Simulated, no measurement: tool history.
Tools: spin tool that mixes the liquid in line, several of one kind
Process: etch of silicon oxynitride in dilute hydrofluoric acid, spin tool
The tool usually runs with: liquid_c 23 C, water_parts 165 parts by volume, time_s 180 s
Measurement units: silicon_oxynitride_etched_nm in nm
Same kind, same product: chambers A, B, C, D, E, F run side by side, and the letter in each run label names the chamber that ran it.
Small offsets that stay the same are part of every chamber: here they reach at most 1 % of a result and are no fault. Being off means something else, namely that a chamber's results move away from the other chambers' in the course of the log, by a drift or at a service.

run,hour,liquid_c,water_parts,time_s,hours since the thermometer was replaced,hours since the hydrofluoric acid flow meter was replaced,"read-back film thickness of the silicon oxynitride reference wafer, read on the same gauge (nm)",silicon_oxynitride_etched_nm
1F,2.9,23,165,180,432.0,98.3,149.97,4.6559
2C,6.7,23,165,180,2460.0,58.8,149.98,4.7154
3B,10.6,23,165,180,458.8,503.3,150.02,4.6896
4D,13.2,23,165,180,902.0,553.8,150.02,4.7642
5E,17.6,23,165,180,562.8,427.4,150.00,4.8130
6A,22.9,23,165,180,964.1,820.2,149.99,4.7368
7F,25.8,23,165,180,454.9,121.2,149.97,4.6905
8E,28.8,23,165,180,574.0,438.6,150.03,4.7308
9C,33.6,23,165,180,2486.9,85.7,150.03,4.7201
10B,36.8,23,165,180,485.0,529.5,149.98,4.6305
11D,39.9,23,165,180,928.7,580.5,150.00,4.7473
12A,43.4,23,165,80,984.6,840.7,150.02,2.0857
# hour 45.2: chamber A: hydrofluoric acid flow meter replaced
13E,46.7,23,165,80,591.9,456.5,149.94,2.0880
14C,50.7,23,165,80,2504.0,102.8,150.01,2.1203
15F,53.2,23,165,80,482.3,148.6,150.02,2.1215
16A,58.1,23,165,80,999.3,13.0,150.03,2.1016
17D,61.0,23,165,80,949.8,601.6,150.07,2.1226
18B,64.6,23,165,180,512.8,557.3,150.02,4.6425
19E,68.0,23,165,180,613.2,477.8,150.01,4.6805
20F,72.7,23,165,180,501.8,168.1,150.01,4.7733
21D,77.8,23,165,180,966.6,618.4,150.02,4.7723
22C,82.7,23,165,180,2536.0,134.8,150.02,4.7865
23B,87.6,23,165,180,535.8,580.3,149.99,4.6690
24A,90.6,23,165,180,1031.8,45.5,150.00,4.7258
25E,94.3,23,165,180,639.5,504.1,150.00,4.5582
26C,98.3,23,165,180,2551.6,150.4,149.97,4.7781
27D,101.9,23,165,180,990.7,642.5,149.99,4.7291
28A,104.9,23,165,180,1046.1,59.8,150.02,4.6873
29F,109.8,23,165,180,538.9,205.2,150.04,4.6664
30B,114.5,23,165,180,562.7,607.2,150.00,4.6723
31E,118.4,23,165,180,663.6,528.2,150.02,4.5431
32C,122.9,23,165,180,2576.2,175.0,150.00,4.8120
33F,128.1,23,165,180,557.2,223.5,150.01,4.7144
34A,131.5,23,165,180,1072.7,86.4,150.03,4.7430
35D,135.7,23,165,180,1024.5,676.3,150.05,4.7388
36B,140.7,23,165,180,588.9,633.4,150.05,4.6837
37A,145.0,23,165,180,1086.2,99.9,149.99,4.7226
# hour 147.8: chamber D: hydrofluoric acid flow meter replaced
38B,150.1,23,165,180,598.3,642.8,149.98,4.6654
39C,155.0,23,165,180,2608.3,207.1,150.02,4.7449
40E,160.0,23,165,180,705.2,569.8,149.97,4.4165
41F,163.1,23,165,180,592.2,258.5,150.01,4.7007
42D,168.3,23,165,80,1057.1,20.6,149.99,2.1265

The same settings go to every chamber for the next run, one line per chamber below. Forecast the results for each:
43A,172.4,23,165,75,,,,?
43B,172.4,23,165,75,,,,?
43C,172.4,23,165,75,,,,?
43D,172.4,23,165,75,,,,?
43E,172.4,23,165,75,,,,?
43F,172.4,23,165,75,,,,?

run,silicon_oxynitride_etched_nm
43A,1.9683
43B,1.9520
43C,1.9803
43D,1.9997
43E,1.8204
43F,1.9622
